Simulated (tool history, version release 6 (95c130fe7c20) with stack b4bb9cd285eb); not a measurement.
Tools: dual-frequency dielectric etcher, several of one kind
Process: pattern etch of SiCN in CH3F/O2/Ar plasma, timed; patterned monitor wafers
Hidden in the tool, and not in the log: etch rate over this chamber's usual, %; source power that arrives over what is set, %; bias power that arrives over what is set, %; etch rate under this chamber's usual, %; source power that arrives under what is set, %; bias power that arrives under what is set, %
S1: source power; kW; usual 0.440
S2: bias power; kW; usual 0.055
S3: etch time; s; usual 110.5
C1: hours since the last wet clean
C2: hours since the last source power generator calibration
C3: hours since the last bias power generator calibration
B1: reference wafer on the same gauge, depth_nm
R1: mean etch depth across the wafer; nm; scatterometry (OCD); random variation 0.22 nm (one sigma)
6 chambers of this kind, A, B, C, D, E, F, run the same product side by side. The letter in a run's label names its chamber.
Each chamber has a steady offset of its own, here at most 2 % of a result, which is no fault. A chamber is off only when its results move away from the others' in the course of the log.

{"run": "1A", "hour": 5.4, "S1": 0.44, "S2": 0.055, "S3": 110.5, "C1": 352.4, "C2": 748.0, "C3": 1244.6, "B1": 44.41, "R1": 39.688}
{"run": "2F", "hour": 11.4, "S1": 0.44, "S2": 0.055, "S3": 110.5, "C1": 22.4, "C2": 3193.2, "C3": 2803.7, "B1": 44.35, "R1": 38.905}
{"run": "3E", "hour": 21.9, "S1": 0.44, "S2": 0.055, "S3": 110.5, "C1": 24.7, "C2": 598.9, "C3": 1764.2, "B1": 44.472, "R1": 38.657}
{"run": "4C", "hour": 32.1, "S1": 0.44, "S2": 0.055, "S3": 110.5, "C1": 188.0, "C2": 3497.8, "C3": 2155.4, "B1": 44.456, "R1": 39.125}
{"run": "5D", "hour": 39.9, "S1": 0.44, "S2": 0.055, "S3": 110.5, "C1": 140.6, "C2": 110.1, "C3": 1828.8, "B1": 44.356, "R1": 39.461}
{"run": "6B", "hour": 45.1, "S1": 0.44, "S2": 0.055, "S3": 110.5, "C1": 226.7, "C2": 357.1, "C3": 2753.8, "B1": 44.367, "R1": 39.365}
{"run": "7B", "hour": 55.0, "S1": 0.44, "S2": 0.055, "S3": 110.5, "C1": 236.6, "C2": 367.0, "C3": 2763.7, "B1": 44.365, "R1": 39.194}
{"run": "8E", "hour": 64.9, "S1": 0.36, "S2": 0.055, "S3": 87.5, "C1": 67.7, "C2": 641.9, "C3": 1807.2, "B1": 44.371, "R1": 28.19}
{"run": "9A", "hour": 71.4, "S1": 0.36, "S2": 0.055, "S3": 87.5, "C1": 418.4, "C2": 814.0, "C3": 1310.6, "B1": 44.369, "R1": 29.057}
{"run": "10D", "hour": 81.3, "S1": 0.36, "S2": 0.055, "S3": 87.5, "C1": 182.0, "C2": 151.5, "C3": 1870.2, "B1": 44.409, "R1": 28.81}
{"run": "11F", "hour": 91.6, "S1": 0.36, "S2": 0.055, "S3": 87.5, "C1": 102.6, "C2": 3273.4, "C3": 2883.9, "B1": 44.412, "R1": 28.338}
{"run": "12C", "hour": 99.2, "S1": 0.36, "S2": 0.055, "S3": 87.5, "C1": 255.1, "C2": 3564.9, "C3": 2222.5, "B1": 44.409, "R1": 28.335}
{"run": "13E", "hour": 107.3, "S1": 0.36, "S2": 0.055, "S3": 87.5, "C1": 110.1, "C2": 684.3, "C3": 1849.6, "B1": 44.42, "R1": 28.064}
{"run": "14D", "hour": 117.1, "S1": 0.44, "S2": 0.055, "S3": 110.5, "C1": 217.8, "C2": 187.3, "C3": 1906.0, "B1": 44.428, "R1": 39.66}
{"run": "15A", "hour": 123.2, "S1": 0.44, "S2": 0.055, "S3": 110.5, "C1": 470.2, "C2": 865.8, "C3": 1362.4, "B1": 44.371, "R1": 39.174}
{"run": "16B", "hour": 129.4, "S1": 0.54, "S2": 0.055, "S3": 110.5, "C1": 311.0, "C2": 441.4, "C3": 2838.1, "B1": 44.448, "R1": 42.649}
{"run": "17F", "hour": 136.5, "S1": 0.54, "S2": 0.055, "S3": 110.5, "C1": 147.5, "C2": 3318.3, "C3": 2928.8, "B1": 44.382, "R1": 42.301}
{"run": "18C", "hour": 146.3, "S1": 0.54, "S2": 0.055, "S3": 110.5, "C1": 302.2, "C2": 3612.0, "C3": 2269.6, "B1": 44.389, "R1": 41.817}
{"hour": 147.7, "done": "chamber A: wet clean of the chamber"}
{"run": "19C", "hour": 154.1, "S1": 0.54, "S2": 0.055, "S3": 110.5, "C1": 310.0, "C2": 3619.8, "C3": 2277.4, "B1": 44.396, "R1": 42.231}
{"run": "20E", "hour": 164.6, "S1": 0.54, "S2": 0.055, "S3": 110.5, "C1": 167.4, "C2": 741.6, "C3": 1906.9, "B1": 44.385, "R1": 41.516}
{"run": "21B", "hour": 169.2, "S1": 0.54, "S2": 0.055, "S3": 110.5, "C1": 350.8, "C2": 481.2, "C3": 2877.9, "B1": 44.41, "R1": 42.511}
{"run": "22F", "hour": 176.3, "S1": 0.54, "S2": 0.068, "S3": 110.5, "C1": 187.3, "C2": 3358.1, "C3": 2968.6, "B1": 44.388, "R1": 45.365}
{"run": "23D", "hour": 185.1, "S1": 0.54, "S2": 0.068, "S3": 110.5, "C1": 285.8, "C2": 255.3, "C3": 1974.0, "B1": 44.363, "R1": 45.331}
{"run": "24A", "hour": 189.9, "S1": 0.54, "S2": 0.068, "S3": 110.5, "C1": 42.2, "C2": 932.5, "C3": 1429.1, "B1": 44.402, "R1": 46.321}
{"run": "25F", "hour": 197.4, "S1": 0.54, "S2": 0.068, "S3": 110.5, "C1": 208.4, "C2": 3379.2, "C3": 2989.7, "B1": 44.471, "R1": 45.145}
{"run": "26D", "hour": 205.5, "S1": 0.54, "S2": 0.068, "S3": 110.5, "C1": 306.2, "C2": 275.7, "C3": 1994.4, "B1": 44.39, "R1": 44.447}
{"run": "27B", "hour": 210.0, "S1": 0.54, "S2": 0.068, "S3": 110.5, "C1": 391.6, "C2": 522.0, "C3": 2918.7, "B1": 44.441, "R1": 45.363}
{"run": "28A", "hour": 217.2, "S1": 0.44, "S2": 0.055, "S3": 110.5, "C1": 69.5, "C2": 959.8, "C3": 1456.4, "B1": 44.415, "R1": 39.418}
{"run": "29E", "hour": 226.6, "S1": 0.44, "S2": 0.055, "S3": 110.5, "C1": 229.4, "C2": 803.6, "C3": 1968.9, "B1": 44.391, "R1": 38.707}
{"run": "30C", "hour": 231.7, "S1": 0.44, "S2": 0.055, "S3": 110.5, "C1": 387.6, "C2": 3697.4, "C3": 2355.0, "B1": 44.358, "R1": 38.742}
{"hour": 233.0, "done": "chamber B: wet clean of the chamber"}
{"run": "31D", "hour": 237.5, "S1": 0.44, "S2": 0.055, "S3": 110.5, "C1": 338.2, "C2": 307.7, "C3": 2026.4, "B1": 44.347, "R1": 38.956}
{"run": "32B", "hour": 246.3, "S1": 0.44, "S2": 0.055, "S3": 110.5, "C1": 13.3, "C2": 558.3, "C3": 2955.0, "B1": 44.369, "R1": 39.292}
{"run": "33E", "hour": 252.1, "S1": 0.44, "S2": 0.055, "S3": 110.5, "C1": 254.9, "C2": 829.1, "C3": 1994.4, "B1": 44.403, "R1": 38.43}
{"run": "34A", "hour": 260.6, "S1": 0.44, "S2": 0.055, "S3": 89.0, "C1": 112.9, "C2": 1003.2, "C3": 1499.8, "B1": 44.382, "R1": 31.725}
{"run": "35F", "hour": 269.7, "S1": 0.44, "S2": 0.055, "S3": 89.0, "C1": 280.7, "C2": 3451.5, "C3": 3062.0, "B1": 44.408, "R1": 31.65}
{"run": "36C", "hour": 279.7, "S1": 0.44, "S2": 0.055, "S3": 89.0, "C1": 435.6, "C2": 3745.4, "C3": 2403.0, "B1": 44.425, "R1": 31.192}
{"run": "37F", "hour": 289.4, "S1": 0.44, "S2": 0.055, "S3": 89.0, "C1": 300.4, "C2": 3471.2, "C3": 3081.7, "B1": 44.406, "R1": 31.499}
{"run": "38A", "hour": 295.8, "S1": 0.44, "S2": 0.055, "S3": 89.0, "C1": 148.1, "C2": 1038.4, "C3": 1535.0, "B1": 44.38, "R1": 32.068}
{"run": "39E", "hour": 301.2, "S1": 0.44, "S2": 0.055, "S3": 89.0, "C1": 304.0, "C2": 878.2, "C3": 2043.5, "B1": 44.422, "R1": 30.812}
{"run": "40C", "hour": 306.2, "S1": 0.44, "S2": 0.055, "S3": 110.5, "C1": 462.1, "C2": 3771.9, "C3": 2429.5, "B1": 44.398, "R1": 39.11}
{"run": "41B", "hour": 316.7, "S1": 0.44, "S2": 0.055, "S3": 110.5, "C1": 83.7, "C2": 628.7, "C3": 3025.4, "B1": 44.308, "R1": 39.664}
{"run": "42D", "hour": 326.8, "S1": 0.44, "S2": 0.055, "S3": 110.5, "C1": 427.5, "C2": 397.0, "C3": 2115.7, "B1": 44.378, "R1": 38.093}

Is one chamber off against the others, does the gauge drift, or is nothing wrong? If a chamber is off, say which, and what the likeliest cause is.

Chamber D drifts away from the others.
Cause: etch rate under this chamber's usual, % = 3.88.

Here are 4 candidates for chamber D's next run, each the usual settings with a change, their results left as question marks. Which one brings its results back in line with what the others give on the usual settings?
In line means no further than this from the other chambers' mean on the usual settings: R1 0.760 nm
{"run": "43D-1", "hour": 334.4, "S1": 0.36, "S2": 0.055, "S3": 110.5, "R1": "?"}
{"run": "43D-2", "hour": 334.4, "S1": 0.45, "S2": 0.056, "S3": 117.0, "R1": "?"}
{"run": "43D-3", "hour": 334.4, "S1": 0.44, "S2": 0.055, "S3": 107.0, "R1": "?"}
{"run": "43D-4", "hour": 334.4, "S1": 0.44, "S2": 0.055, "S3": 114.0, "R1": "?"}

The other chambers' mean on the usual settings: R1 39.066 nm
run=43D-1 R1=34.953
run=43D-2 R1=40.568
run=43D-3 R1=36.564
run=43D-4 R1=38.956
43D-4 brings the chamber back in line.

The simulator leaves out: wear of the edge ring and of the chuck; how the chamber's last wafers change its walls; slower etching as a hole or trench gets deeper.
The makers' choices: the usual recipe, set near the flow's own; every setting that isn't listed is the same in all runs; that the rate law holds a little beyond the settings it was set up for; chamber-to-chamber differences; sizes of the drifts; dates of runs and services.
